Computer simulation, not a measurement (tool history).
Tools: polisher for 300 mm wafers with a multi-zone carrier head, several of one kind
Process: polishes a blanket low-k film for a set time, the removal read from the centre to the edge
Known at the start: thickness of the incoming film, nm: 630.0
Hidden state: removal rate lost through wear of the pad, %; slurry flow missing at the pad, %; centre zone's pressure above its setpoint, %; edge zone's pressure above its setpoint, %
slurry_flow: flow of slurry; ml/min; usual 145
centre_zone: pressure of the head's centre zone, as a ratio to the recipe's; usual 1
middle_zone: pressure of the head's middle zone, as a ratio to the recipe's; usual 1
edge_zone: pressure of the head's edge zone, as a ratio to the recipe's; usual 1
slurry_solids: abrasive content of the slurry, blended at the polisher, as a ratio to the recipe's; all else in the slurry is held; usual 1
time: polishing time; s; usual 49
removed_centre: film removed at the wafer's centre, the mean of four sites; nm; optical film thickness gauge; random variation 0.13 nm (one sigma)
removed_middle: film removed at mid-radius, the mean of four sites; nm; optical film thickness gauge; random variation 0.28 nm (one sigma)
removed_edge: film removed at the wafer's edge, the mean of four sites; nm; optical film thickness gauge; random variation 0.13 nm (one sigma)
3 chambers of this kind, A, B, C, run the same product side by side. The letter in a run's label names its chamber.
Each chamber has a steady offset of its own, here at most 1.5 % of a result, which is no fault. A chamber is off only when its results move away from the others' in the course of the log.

run   hour  slurry_flow  centre_zone  middle_zone  edge_zone  slurry_solids  time  wafers polished on this pad  hours since the slurry nozzle was cleaned  hours since the centre zone pressure was calibrated  hours since the edge zone pressure was calibrated  removed_centre  removed_middle  removed_edge
       0.4  -- chamber A: worn pad replaced by a new one
 1C    2.3          145            1            1          1              1    49                          238                                      260.9                                                108.1                                              125.4          19.009          19.324          19.3
       4.3  -- chamber B: worn pad replaced by a new one
 2B    6.3          145            1            1          1              1    49                           25                                      472.6                                                  892                                              542.8          19.063          18.894        19.275
 3A    9.8          145            1            1          1              1    49                          114                                       86.4                                                516.3                                              563.4          19.313          19.212        19.287
 4A   12.8          145            1            1          1              1    49                          151                                       89.4                                                519.3                                              566.4          19.233          18.972        19.304
 5B   16.9          145            1            1          1              1    49                          154                                      483.2                                                902.6                                              553.4          18.932          18.825        19.181
 6C   21.2          145            1            1       0.95              1    49                          469                                      279.8                                                  127                                              144.3          19.241          18.391        18.617
 7A     24          145            1            1       0.95              1    49                          288                                      100.6                                                530.5                                              577.6          19.172           19.19        18.923
      25.9  -- chamber C: worn pad replaced by a new one
 8B   28.1          145            1            1       0.95              1    49                          290                                      494.4                                                913.8                                              564.6          19.226          18.936        18.784
 9C   32.3          145            1            1          1              1    49                           78                                      290.9                                                138.1                                              155.4          19.185          19.193        18.943
10A   34.7          145            1            1          1              1    49                          418                                      111.3                                                541.2                                              588.3          19.306          19.061        19.096
11C   37.4          145            1            1          1              1    49                          140                                        296                                                143.2                                              160.5          19.068          18.996        19.328
12B   39.9          145            1            1          1              1    49                          434                                      506.2                                                925.6                                              576.4          18.936           18.64        19.237
13B     42          145            1            1          1              1    49                          460                                      508.3                                                927.7                                              578.5          18.861          18.739        19.285
14A   44.7          145            1            1          1              1    49                          540                                      121.3                                                551.2                                              598.3          19.498          19.199        19.184
15C     47          145            1            1          1              1    49                          257                                      305.6                                                152.8                                              170.1          19.124          18.922        19.335
16A   49.8          145            1            1          1              1    49                          602                                      126.4                                                556.3                                              603.4           19.14           19.19         19.23
17B   53.1          145            1            1          1              1    49                          595                                      519.4                                                938.8                                              589.6          19.085          19.053        19.249
      56.3  -- chamber B: worn pad replaced by a new one
18C   57.2          145            1            1          1              1    49                          382                                      315.8                                                  163                                              180.3           18.97          18.787        19.149
19B   59.2          145            1            1          1              1    49                           36                                      525.5                                                944.9                                              595.7          19.174          18.777        19.034
20C   61.5          145            1            1          1              1    49                          434                                      320.1                                                167.3                                              184.6          19.133          19.585        19.206
      61.6  -- chamber A: worn pad replaced by a new one
21A   63.7          145            1            1          1              1    49                           26                                      140.3                                                570.2                                              617.3          19.469          18.697        19.338
22C   68.2          145            1            1          1              1    49                          516                                      326.8                                                  174                                              191.3          18.777          18.916         18.86
      71.2  -- chamber C: worn pad replaced by a new one
23B   72.2          145            1            1          1              1    49                          194                                      538.5                                                957.9                                              608.7          19.301          19.027        19.197
24A   76.7          145            1            1          1              1    49                          185                                      153.3                                                583.2                                              630.3          19.617           19.28        19.079
25C   79.9          145            1            1          1           1.15    55                          106                                      338.5                                                185.7                                                203          22.727          22.663        22.758
26B   84.3          145            1            1          1           1.15    55                          342                                      550.6                                                  970                                              620.8          22.775          22.764         23.09
27A   88.3          145            1            1          1           1.15    55                          326                                      164.9                                                594.8                                              641.9          23.087           23.23        22.941
28C   92.7          145            1         0.93          1            1.2    49                          262                                      351.3                                                198.5                                              215.8          20.749           20.02        20.839
29B   96.5          145            1         0.93          1            1.2    49                          491                                      562.8                                                982.2                                                633          20.733           19.65        20.731
30A   99.9          145            1         0.93          1            1.2    49                          468                                      176.5                                                606.4                                              653.5          21.003          19.264        20.851
31A  104.3          145            1            1          1              1    49                          521                                      180.9                                                610.8                                              657.9          19.248          19.101        19.037
       107  -- chamber B: worn pad replaced by a new one
32B  108.8          145            1            1          1              1    49                           21                                      575.1                                                994.5                                              645.3          18.912          18.879        19.402
33C  110.9          190            1            1        1.1              1    49                          484                                      369.5                                                216.7                                                234          20.197          20.167        20.775
34B  114.5          190            1            1        1.1              1    49                           91                                      580.8                                               1000.2                                                651          19.977          19.117        20.896
35C  118.2          190            1            1        1.1              1    49                          573                                      376.8                                                  224                                              241.3          20.187          20.081        20.633
     120.3  -- chamber A: worn pad replaced by a new one
36A  121.1          145            1            1          1              1    49                           10                                      197.7                                                627.6                                              674.7          19.155          19.479        19.188
       122  -- chamber C: worn pad replaced by a new one
37B  125.7          145            1            1          1              1    49                          228                                        592                                               1011.4                                              662.2          18.907          18.468        19.113
38C    130          145            1            1          1              1    49                           97                                      388.6                                                235.8                                              253.1          19.471          18.956        18.989

Next, every chamber runs the same settings. What will each give?
39A  133.2          145         1.05            1          1              1    49                                                                                                                                                                                               ?               ?             ?
39B  133.2          145         1.05            1          1              1    49                                                                                                                                                                                               ?               ?             ?
39C  133.2          145         1.05            1          1              1    49                                                                                                                                                                                               ?               ?             ?

run  removed_centre  removed_middle  removed_edge
39A          20.302          19.045        19.173
39B          19.989          18.792        19.014
39C          20.377           18.98        19.306
